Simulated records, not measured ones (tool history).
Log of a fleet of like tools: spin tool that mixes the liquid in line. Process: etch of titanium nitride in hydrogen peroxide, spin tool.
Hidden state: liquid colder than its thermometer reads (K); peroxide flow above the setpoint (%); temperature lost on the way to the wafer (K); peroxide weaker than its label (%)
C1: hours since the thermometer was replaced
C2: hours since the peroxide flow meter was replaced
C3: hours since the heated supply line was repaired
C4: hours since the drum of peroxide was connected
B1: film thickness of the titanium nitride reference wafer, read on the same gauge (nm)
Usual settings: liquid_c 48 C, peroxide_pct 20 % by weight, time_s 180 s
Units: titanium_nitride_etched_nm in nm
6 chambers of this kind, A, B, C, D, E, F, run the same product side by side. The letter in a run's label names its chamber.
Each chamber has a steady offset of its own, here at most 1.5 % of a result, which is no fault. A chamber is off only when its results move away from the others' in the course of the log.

Run 1C, day 0.612: usual settings; C1 581.9; C2 532.8; C3 524.1; C4 881.6; B1 130.01. Result: titanium_nitride_etched_nm 11.649 nm.
Run 2A, day 1.162: usual settings; C1 371.8; C2 94.1; C3 839.6; C4 263.9; B1 129.99. Result: titanium_nitride_etched_nm 11.423 nm.
Run 3F, day 1.738: usual settings; C1 493.3; C2 169.3; C3 897.9; C4 158; B1 130.02. Result: titanium_nitride_etched_nm 11.44 nm.
Run 4E, day 2.029: usual settings; C1 48.8; C2 608; C3 3874.1; C4 146.7; B1 130.01. Result: titanium_nitride_etched_nm 11.457 nm.
At day 2.079: chamber B: new drum of peroxide connected.
At day 2.325: chamber E: peroxide flow meter replaced.
Run 5B, day 2.654: usual settings; C1 1194.2; C2 1640.2; C3 2027.7; C4 13.8; B1 130.01. Result: titanium_nitride_etched_nm 11.579 nm.
At day 2.988: chamber B: peroxide flow meter replaced.
Run 6D, day 3.258: usual settings; C1 144.8; C2 492.6; C3 288.2; C4 413; B1 130.01. Result: titanium_nitride_etched_nm 11.377 nm.
Run 7D, day 3.546: usual settings; C1 151.7; C2 499.5; C3 295.1; C4 419.9; B1 130.01. Result: titanium_nitride_etched_nm 11.33 nm.
Run 8A, day 4.146: usual settings but liquid_c 42 C, peroxide_pct 25 % by weight; C1 443.4; C2 165.7; C3 911.2; C4 335.5; B1 129.98. Result: titanium_nitride_etched_nm 7.7281 nm.
Run 9F, day 4.433: usual settings but liquid_c 42 C, peroxide_pct 25 % by weight; C1 558; C2 234; C3 962.6; C4 222.7; B1 130.01. Result: titanium_nitride_etched_nm 7.798 nm.
Run 10E, day 5.004: usual settings but liquid_c 42 C, peroxide_pct 25 % by weight; C1 120.2; C2 64.4; C3 3945.5; C4 218.1; B1 129.96. Result: titanium_nitride_etched_nm 7.6834 nm.
Run 11B, day 5.408: usual settings but liquid_c 42 C, peroxide_pct 25 % by weight; C1 1260.3; C2 58.2; C3 2093.8; C4 79.9; B1 130.01. Result: titanium_nitride_etched_nm 7.7679 nm.
Run 12C, day 5.792: usual settings but liquid_c 42 C, peroxide_pct 25 % by weight; C1 706.2; C2 657.1; C3 648.4; C4 1005.9; B1 130.01. Result: titanium_nitride_etched_nm 7.6542 nm.
Run 13B, day 6.242: usual settings but liquid_c 42 C, peroxide_pct 25 % by weight; C1 1280.3; C2 78.2; C3 2113.8; C4 99.9; B1 130. Result: titanium_nitride_etched_nm 7.7842 nm.
Run 14F, day 6.842: usual settings; C1 615.8; C2 291.8; C3 1020.4; C4 280.5; B1 130.01. Result: titanium_nitride_etched_nm 11.477 nm.
Run 15A, day 7.162: usual settings; C1 515.8; C2 238.1; C3 983.6; C4 407.9; B1 129.99. Result: titanium_nitride_etched_nm 11.351 nm.
Run 16C, day 7.725: usual settings; C1 752.6; C2 703.5; C3 694.8; C4 1052.3; B1 129.98. Result: titanium_nitride_etched_nm 11.548 nm.
Run 17D, day 8.288: usual settings; C1 265.5; C2 613.3; C3 408.9; C4 533.7; B1 130. Result: titanium_nitride_etched_nm 11.366 nm.
Run 18E, day 8.729: usual settings; C1 209.6; C2 153.8; C3 4034.9; C4 307.5; B1 130. Result: titanium_nitride_etched_nm 11.306 nm.
Run 19B, day 9.312: usual settings; C1 1354; C2 151.9; C3 2187.5; C4 173.6; B1 129.99. Result: titanium_nitride_etched_nm 11.572 nm.
Run 20E, day 9.954: usual settings; C1 239; C2 183.2; C3 4064.3; C4 336.9; B1 129.98. Result: titanium_nitride_etched_nm 11.357 nm.
Run 21F, day 10.292: usual settings; C1 698.6; C2 374.6; C3 1103.2; C4 363.3; B1 129.98. Result: titanium_nitride_etched_nm 11.541 nm.
Run 22C, day 10.604: usual settings but liquid_c 41 C, time_s 115 s; C1 821.7; C2 772.6; C3 763.9; C4 1121.4; B1 129.99. Result: titanium_nitride_etched_nm 4.3553 nm.
At day 11: chamber C: new drum of peroxide connected.
Run 23D, day 11.154: usual settings but liquid_c 41 C, time_s 115 s; C1 334.3; C2 682.1; C3 477.7; C4 602.5; B1 130.01. Result: titanium_nitride_etched_nm 4.3537 nm.
Run 24A, day 11.679: usual settings but liquid_c 41 C, time_s 115 s; C1 624.2; C2 346.5; C3 1092; C4 516.3; B1 129.99. Result: titanium_nitride_etched_nm 4.2898 nm.
Run 25A, day 12.183: usual settings but liquid_c 41 C, time_s 115 s; C1 636.3; C2 358.6; C3 1104.1; C4 528.4; B1 129.99. Result: titanium_nitride_etched_nm 4.3037 nm.
At day 12.45: chamber E: new drum of peroxide connected.
Run 26B, day 12.55: usual settings but liquid_c 41 C, time_s 115 s; C1 1431.7; C2 229.6; C3 2265.2; C4 251.3; B1 129.99. Result: titanium_nitride_etched_nm 4.3588 nm.
At day 12.583: chamber A: peroxide flow meter replaced.
At day 12.946: chamber E: heated supply line repaired.
Run 27D, day 13.158: usual settings but liquid_c 41 C, time_s 115 s; C1 382.4; C2 730.2; C3 525.8; C4 650.6; B1 130. Result: titanium_nitride_etched_nm 4.3609 nm.
Run 28C, day 13.512: usual settings; C1 891.5; C2 842.4; C3 833.7; C4 60.4; B1 129.99. Result: titanium_nitride_etched_nm 11.479 nm.
Run 29E, day 13.821: usual settings; C1 331.8; C2 276; C3 21.1; C4 33; B1 130.01. Result: titanium_nitride_etched_nm 11.586 nm.
Run 30F, day 14.283: usual settings; C1 794.4; C2 470.4; C3 1199; C4 459.1; B1 129.99. Result: titanium_nitride_etched_nm 11.541 nm.
Run 31C, day 14.629: usual settings; C1 918.3; C2 869.2; C3 860.5; C4 87.2; B1 129.98. Result: titanium_nitride_etched_nm 11.514 nm.
Run 32B, day 15.042: usual settings; C1 1491.5; C2 289.4; C3 2325; C4 311.1; B1 130.01. Result: titanium_nitride_etched_nm 11.512 nm.
Run 33A, day 15.55: usual settings; C1 717.1; C2 71.2; C3 1184.9; C4 609.2; B1 130.02. Result: titanium_nitride_etched_nm 11.08 nm.
Run 34D, day 15.867: usual settings; C1 447.4; C2 795.2; C3 590.8; C4 715.6; B1 130.01. Result: titanium_nitride_etched_nm 11.335 nm.
Run 35E, day 16.383: usual settings; C1 393.3; C2 337.5; C3 82.6; C4 94.5; B1 130.01. Result: titanium_nitride_etched_nm 11.309 nm.
Run 36F, day 16.921: usual settings; C1 857.7; C2 533.7; C3 1262.3; C4 522.4; B1 130.03. Result: titanium_nitride_etched_nm 11.563 nm.
Run 37A, day 17.258: usual settings; C1 758.1; C2 112.2; C3 1225.9; C4 650.2; B1 129.98. Result: titanium_nitride_etched_nm 11.215 nm.
Run 38E, day 17.817: usual settings; C1 427.7; C2 371.9; C3 117; C4 128.9; B1 130. Result: titanium_nitride_etched_nm 11.283 nm.
Run 39F, day 18.154: usual settings; C1 887.3; C2 563.3; C3 1291.9; C4 552; B1 130.02. Result: titanium_nitride_etched_nm 11.412 nm.
Run 40D, day 18.512: usual settings; C1 510.9; C2 858.7; C3 654.3; C4 779.1; B1 130. Result: titanium_nitride_etched_nm 11.437 nm.
Run 41B, day 18.917: usual settings; C1 1584.5; C2 382.4; C3 2418; C4 404.1; B1 130.01. Result: titanium_nitride_etched_nm 11.57 nm.
Run 42C, day 19.388: usual settings; C1 1032.5; C2 983.4; C3 974.7; C4 201.4; B1 130. Result: titanium_nitride_etched_nm 11.538 nm.
Run 43D, day 19.971: usual settings; C1 545.9; C2 893.7; C3 689.3; C4 814.1; B1 129.99. Result: titanium_nitride_etched_nm 11.397 nm.

What goes on in this fleet: one chamber off, a drifting gauge, or nothing beyond the chambers' own small offsets? Name the chamber and the cause, if any.

Chamber A drifts away from the others.
Cause: temperature lost on the way to the wafer (K) = 0.42.
The log may not tell that from: liquid colder than its thermometer reads (K).

Here are 4 candidates for chamber A's next run, each the usual settings with a change, their results left as question marks. Which one brings its results back in line with what the others give on the usual settings?
In line means no further than this from the other chambers' mean on the usual settings: titanium_nitride_etched_nm 0.22 nm
Run 44A-1, day 20.442: usual settings but liquid_c 47.5 C, time_s 175 s. Result: titanium_nitride_etched_nm ?.
Run 44A-2, day 20.442: usual settings but liquid_c 48.5 C, time_s 185 s. Result: titanium_nitride_etched_nm ?.
Run 44A-3, day 20.442: usual settings but liquid_c 48.5 C. Result: titanium_nitride_etched_nm ?.
Run 44A-4, day 20.442: usual settings but time_s 175 s. Result: titanium_nitride_etched_nm ?.

The other chambers' mean on the usual settings: titanium_nitride_etched_nm 11.459 nm
  run  titanium_nitride_etched_nm
44A-1                      10.396
44A-2                      11.809
44A-3                       11.49
44A-4                      10.777
44A-3 brings the chamber back in line.
